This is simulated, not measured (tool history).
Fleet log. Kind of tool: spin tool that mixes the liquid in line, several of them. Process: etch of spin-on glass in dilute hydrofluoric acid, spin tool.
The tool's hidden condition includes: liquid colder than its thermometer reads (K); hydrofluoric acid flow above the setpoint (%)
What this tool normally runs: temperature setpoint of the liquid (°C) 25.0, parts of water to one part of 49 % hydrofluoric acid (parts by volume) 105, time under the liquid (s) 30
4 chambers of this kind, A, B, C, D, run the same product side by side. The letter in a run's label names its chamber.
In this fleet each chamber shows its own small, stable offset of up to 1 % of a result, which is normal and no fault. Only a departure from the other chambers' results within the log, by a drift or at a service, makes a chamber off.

run	day	temperature setpoint of the liquid (°C)	parts of water to one part of 49 % hydrofluoric acid (parts by volume)	time under the liquid (s)	hours since the thermometer was replaced	hours since the hydrofluoric acid flow meter was replaced	read-back film thickness of the spin-on glass reference wafer, read on the same gauge (nm)	thickness taken off the spin-on glass on a monitor wafer (angstrom)
1C	0.142	25.0	105	30	224.5	1893.9	89.994	130.510
2D	0.254	25.0	105	30	157.1	504.4	90.075	132.790
3B	0.379	25.0	105	30	2075.4	487.1	89.984	129.630
4A	0.550	25.0	105	30	1093.6	865.5	89.967	132.700
5D	0.700	25.0	105	30	167.8	515.1	89.980	129.630
6A	0.883	25.0	105	30	1101.6	873.5	89.995	132.530
7C	0.988	25.0	105	30	244.8	1914.2	90.042	131.150
# day 1.004: chamber A: hydrofluoric acid flow meter replaced
8B	1.150	25.0	105	30	2093.9	505.6	89.960	128.510
9D	1.317	25.0	105	30	182.6	529.9	89.925	133.720
10C	1.504	25.0	105	20	257.2	1926.6	89.989	87.468
11A	1.629	25.0	105	20	1119.5	15.1	90.009	87.974
12B	1.754	25.0	105	20	2108.4	520.1	89.996	88.241
# day 1.804: chamber C: hydrofluoric acid flow meter replaced
13A	1.917	25.0	105	20	1126.4	22.0	89.951	86.585
14D	2.075	25.0	105	30	200.8	548.1	89.953	135.240
15B	2.217	25.0	105	30	2119.5	531.2	90.002	128.660
16C	2.304	25.0	105	30	276.4	12.1	90.013	130.240
17B	2.425	21.5	105	15	2124.5	536.2	89.944	57.121
18A	2.554	21.5	105	15	1141.7	37.3	90.036	56.589
19C	2.746	21.5	105	15	287.0	22.7	89.966	57.134
20D	2.892	21.5	105	15	220.4	567.7	89.992	60.655
21B	2.983	25.0	105	30	2137.9	549.6	89.998	131.340
22C	3.146	25.0	105	30	296.6	32.3	90.033	132.570
23A	3.312	25.0	105	30	1159.9	55.5	90.030	130.130
24D	3.404	25.0	105	30	232.7	580.0	89.998	141.140
25D	3.575	25.0	105	30	236.8	584.1	90.007	140.350

Decide between three cases: one chamber stands off from its peers, the gauge reading all wafers drifts, or nothing is wrong past each chamber's small offset. Where a chamber is off, say which and what most likely put it there.

One chamber, D, drifts off from the rest bit by bit.
Most likely cause: hydrofluoric acid flow above the setpoint (%) = 6.81.
Not necessarily distinguishable in this log from: liquid hotter than its thermometer reads (K).

Below are 4 candidate recipes for chamber D's next run, each the usual settings with a change, their results shown as question marks. Which of them brings D's results back in line with what the other chambers give on the usual settings?
Allowed miss from the other chambers' usual-settings mean, per result, to count as in line: thickness taken off the spin-on glass on a monitor wafer (angstrom) 4.500
26D-1	3.717	25.5	105	30				?
26D-2	3.717	27.0	105	30				?
26D-3	3.717	24.5	105	30				?
26D-4	3.717	23.0	105	30				?

Average result of the remaining chambers running the usual settings: thickness taken off the spin-on glass on a monitor wafer (angstrom) 130.810
run	thickness taken off the spin-on glass on a monitor wafer (angstrom)
26D-1	145.740
26D-2	154.550
26D-3	140.120
26D-4	131.960
With 26D-4, the chamber falls back in line with the rest.

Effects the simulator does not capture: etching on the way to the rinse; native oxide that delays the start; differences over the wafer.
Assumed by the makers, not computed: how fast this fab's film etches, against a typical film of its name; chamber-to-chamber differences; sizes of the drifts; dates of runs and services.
